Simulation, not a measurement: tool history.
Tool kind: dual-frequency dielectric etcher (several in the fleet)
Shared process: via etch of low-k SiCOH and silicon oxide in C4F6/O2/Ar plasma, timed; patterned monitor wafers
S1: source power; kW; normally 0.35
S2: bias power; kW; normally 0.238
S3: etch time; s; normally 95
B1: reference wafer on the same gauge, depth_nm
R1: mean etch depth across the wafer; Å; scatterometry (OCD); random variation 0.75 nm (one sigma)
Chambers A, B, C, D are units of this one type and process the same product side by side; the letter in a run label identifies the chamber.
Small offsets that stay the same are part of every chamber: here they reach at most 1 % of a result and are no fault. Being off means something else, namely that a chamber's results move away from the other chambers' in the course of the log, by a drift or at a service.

Run 1A, day 0.421: usual settings; B1 258.86. Result: R1 2777 Å.
At day 0.458: chamber B: bias power generator calibrated.
Run 2D, day 0.738: usual settings; B1 259.03. Result: R1 2772 Å.
Run 3B, day 1.121: usual settings; B1 259.09. Result: R1 2757.7 Å.
Run 4C, day 1.425: usual settings; B1 259.09. Result: R1 2795.3 Å.
Run 5D, day 1.95: usual settings; B1 259.09. Result: R1 2768.6 Å.
Run 6C, day 2.25: usual settings; B1 258.9. Result: R1 2776.3 Å.
Run 7A, day 2.621: usual settings; B1 258.81. Result: R1 2785.2 Å.
Run 8B, day 3.004: usual settings; B1 259. Result: R1 2735.1 Å.
Run 9D, day 3.362: usual settings; B1 259.25. Result: R1 2765.6 Å.
Run 10B, day 3.704: usual settings; B1 259.16. Result: R1 2729.7 Å.
Run 11C, day 4.038: usual settings but S1 0.3 kW, S2 0.282 kW; B1 259.03. Result: R1 2785.9 Å.
Run 12A, day 4.483: usual settings but S1 0.3 kW, S2 0.282 kW; B1 259.03. Result: R1 2776.6 Å.
Run 13B, day 4.75: usual settings but S1 0.3 kW, S2 0.282 kW; B1 258.96. Result: R1 2733 Å.
Run 14A, day 5.125: usual settings but S1 0.3 kW, S2 0.282 kW; B1 258.95. Result: R1 2781 Å.
Run 15D, day 5.562: usual settings; B1 258.82. Result: R1 2754.6 Å.
Run 16C, day 5.996: usual settings; B1 259.22. Result: R1 2784.9 Å.
Run 17B, day 6.404: usual settings but S1 0.27 kW, S3 121 s; B1 258.99. Result: R1 3120.6 Å.
Run 18A, day 6.738: usual settings but S1 0.27 kW, S3 121 s; B1 258.97. Result: R1 3217.2 Å.
Run 19C, day 7.042: usual settings but S1 0.27 kW, S3 121 s; B1 259.02. Result: R1 3201.2 Å.
Run 20D, day 7.542: usual settings but S1 0.27 kW, S3 121 s; B1 258.95. Result: R1 3182.9 Å.
Run 21C, day 8.008: usual settings; B1 258.91. Result: R1 2777.9 Å.
Run 22D, day 8.362: usual settings but S1 0.32 kW, S2 0.19 kW; B1 259.06. Result: R1 2481 Å.
Run 23A, day 8.692: usual settings but S1 0.32 kW, S2 0.19 kW; B1 258.87. Result: R1 2506.8 Å.
Run 24B, day 9.054: usual settings but S1 0.32 kW, S2 0.19 kW; B1 258.89. Result: R1 2410.1 Å.
Run 25C, day 9.579: usual settings but S1 0.32 kW, S2 0.19 kW; B1 259.02. Result: R1 2493.1 Å.
Run 26D, day 10.004: usual settings; B1 259.06. Result: R1 2760.3 Å.
Run 27B, day 10.292: usual settings; B1 259.15. Result: R1 2704.8 Å.
Run 28A, day 10.796: usual settings; B1 259.07. Result: R1 2772.9 Å.
At day 10.858: chamber C: wet clean of the chamber.
Run 29D, day 11.254: usual settings; B1 258.96. Result: R1 2768.9 Å.
Run 30C, day 11.55: usual settings; B1 259.01. Result: R1 2782.8 Å.
Run 31B, day 11.8: usual settings but S1 0.38 kW, S3 114 s; B1 259.15. Result: R1 3336.8 Å.
Run 32A, day 12.129: usual settings but S1 0.38 kW, S3 114 s; B1 258.97. Result: R1 3442.3 Å.
Run 33D, day 12.371: usual settings but S1 0.38 kW, S3 114 s; B1 258.92. Result: R1 3432.3 Å.
Run 34C, day 12.692: usual settings but S1 0.38 kW, S3 114 s; B1 259. Result: R1 3438.5 Å.
Run 35B, day 13.217: usual settings; B1 259.14. Result: R1 2660.2 Å.
Run 36A, day 13.738: usual settings but S2 0.272 kW, S3 70 s; B1 258.91. Result: R1 2144.6 Å.

Read the log: is a single chamber off, either drifting away or since a service, is the gauge that measures every chamber drifting, or is nothing wrong beyond small per-chamber offsets? Name any odd chamber and what most likely caused it.

Chamber B drifts away from the others.
Most likely cause: etch rate under this chamber's usual, % = 3.38.

Below are 4 candidate recipes for chamber B's next run, each the usual settings with a change, their results shown as question marks. Which of them brings B's results back in line with what the other chambers give on the usual settings?
To be in line, a result may differ from the other chambers' mean on the usual settings by at most: R1 26 Å
Run 37B-1, day 14.138: usual settings but S1 0.36 kW, S2 0.241 kW, S3 100.5 s. Result: R1 ?.
Run 37B-2, day 14.138: usual settings but S3 91 s. Result: R1 ?.
Run 37B-3, day 14.138: usual settings but S2 0.235 kW, S3 89 s. Result: R1 ?.
Run 37B-4, day 14.138: usual settings but S3 99 s. Result: R1 ?.

Usual-settings mean across the other chambers: R1 2775.1 Å
  run      R1
37B-1  2858.7
37B-2  2549.7
37B-3  2483.2
37B-4  2773.9
It is 37B-4 that realigns the chamber with its peers.
